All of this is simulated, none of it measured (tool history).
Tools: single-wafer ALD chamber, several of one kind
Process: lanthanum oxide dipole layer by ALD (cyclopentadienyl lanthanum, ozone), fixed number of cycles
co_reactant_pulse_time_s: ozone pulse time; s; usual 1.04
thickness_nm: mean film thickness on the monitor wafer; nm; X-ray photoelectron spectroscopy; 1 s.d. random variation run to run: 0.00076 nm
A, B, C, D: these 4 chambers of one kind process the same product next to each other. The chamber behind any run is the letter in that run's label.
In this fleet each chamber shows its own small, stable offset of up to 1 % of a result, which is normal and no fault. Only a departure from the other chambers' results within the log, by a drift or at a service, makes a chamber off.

run   hour  co_reactant_pulse_time_s  hours since the last thermocouple change  hours since the last ozone generator service  read-back reference wafer on the same gauge, thickness_nm  thickness_nm
 1A    7.5                      1.04                                    1955.4                                        1444.8                                                    0.42409       0.50719
 2B   12.8                      1.04                                    1259.6                                         283.4                                                    0.42424       0.50963
      15.5  -- chamber A: ozone generator serviced
 3D   19.7                      1.04                                     687.1                                         764.0                                                    0.42437       0.50534
 4C   23.5                      1.04                                     819.7                                        1360.9                                                    0.42425       0.50441
 5D   29.4                      1.04                                     696.8                                         773.7                                                    0.42447       0.50505
 6B   34.2                      1.04                                    1281.0                                         304.8                                                    0.42462       0.50886
 7C   38.3                      1.04                                     834.5                                        1375.7                                                    0.42448       0.50379
 8A   43.4                      1.04                                    1991.3                                          27.9                                                    0.42470       0.50790
 9D   50.9                      1.04                                     718.3                                         795.2                                                    0.42466       0.50425
10A   54.3                      1.04                                    2002.2                                          38.8                                                    0.42492       0.50806
11B   58.9                      1.04                                    1305.7                                         329.5                                                    0.42502       0.50946
12C   66.4                      1.04                                     862.6                                        1403.8                                                    0.42504       0.50647
13B   69.9                      1.04                                    1316.7                                         340.5                                                    0.42519       0.51051
14A   75.0                      1.04                                    2022.9                                          59.5                                                    0.42537       0.50807
15D   79.0                      1.04                                     746.4                                         823.3                                                    0.42532       0.50561
16C   84.6                      1.28                                     880.8                                        1422.0                                                    0.42523       0.53437
17B   88.2                      1.28                                    1335.0                                         358.8                                                    0.42552       0.53944
18C   92.0                      1.28                                     888.2                                        1429.4                                                    0.42558       0.53361
19A   98.5                      1.28                                    2046.4                                          83.0                                                    0.42566       0.53524
20D  103.6                      1.04                                     771.0                                         847.9                                                    0.42572       0.50751
21C  111.0                      1.04                                     907.2                                        1448.4                                                    0.42584       0.50704
22D  116.8                      1.04                                     784.2                                         861.1                                                    0.42592       0.50768
23A  120.3                      1.04                                    2068.2                                         104.8                                                    0.42608       0.50939
24B  127.2                      1.04                                    1374.0                                         397.8                                                    0.42612       0.51106
25D  133.5                      1.04                                     800.9                                         877.8                                                    0.42621       0.50711
26B  137.3                      1.04                                    1384.1                                         407.9                                                    0.42622       0.51173
27A  142.9                      1.04                                    2090.8                                         127.4                                                    0.42632       0.51009
28C  146.6                      1.04                                     942.8                                        1484.0                                                    0.42622       0.50753
29A  152.5                      1.04                                    2100.4                                         137.0                                                    0.42629       0.50907
30B  156.3                      1.04                                    1403.1                                         426.9                                                    0.42651       0.51113

Next, every chamber runs the same settings. What will each give?
31A  161.9                      1.04                                                                                                                                                                ?
31B  161.9                      1.04                                                                                                                                                                ?
31C  161.9                      1.04                                                                                                                                                                ?
31D  161.9                      1.04                                                                                                                                                                ?

run  thickness_nm
31A       0.51052
31B       0.51175
31C       0.50725
31D       0.50767

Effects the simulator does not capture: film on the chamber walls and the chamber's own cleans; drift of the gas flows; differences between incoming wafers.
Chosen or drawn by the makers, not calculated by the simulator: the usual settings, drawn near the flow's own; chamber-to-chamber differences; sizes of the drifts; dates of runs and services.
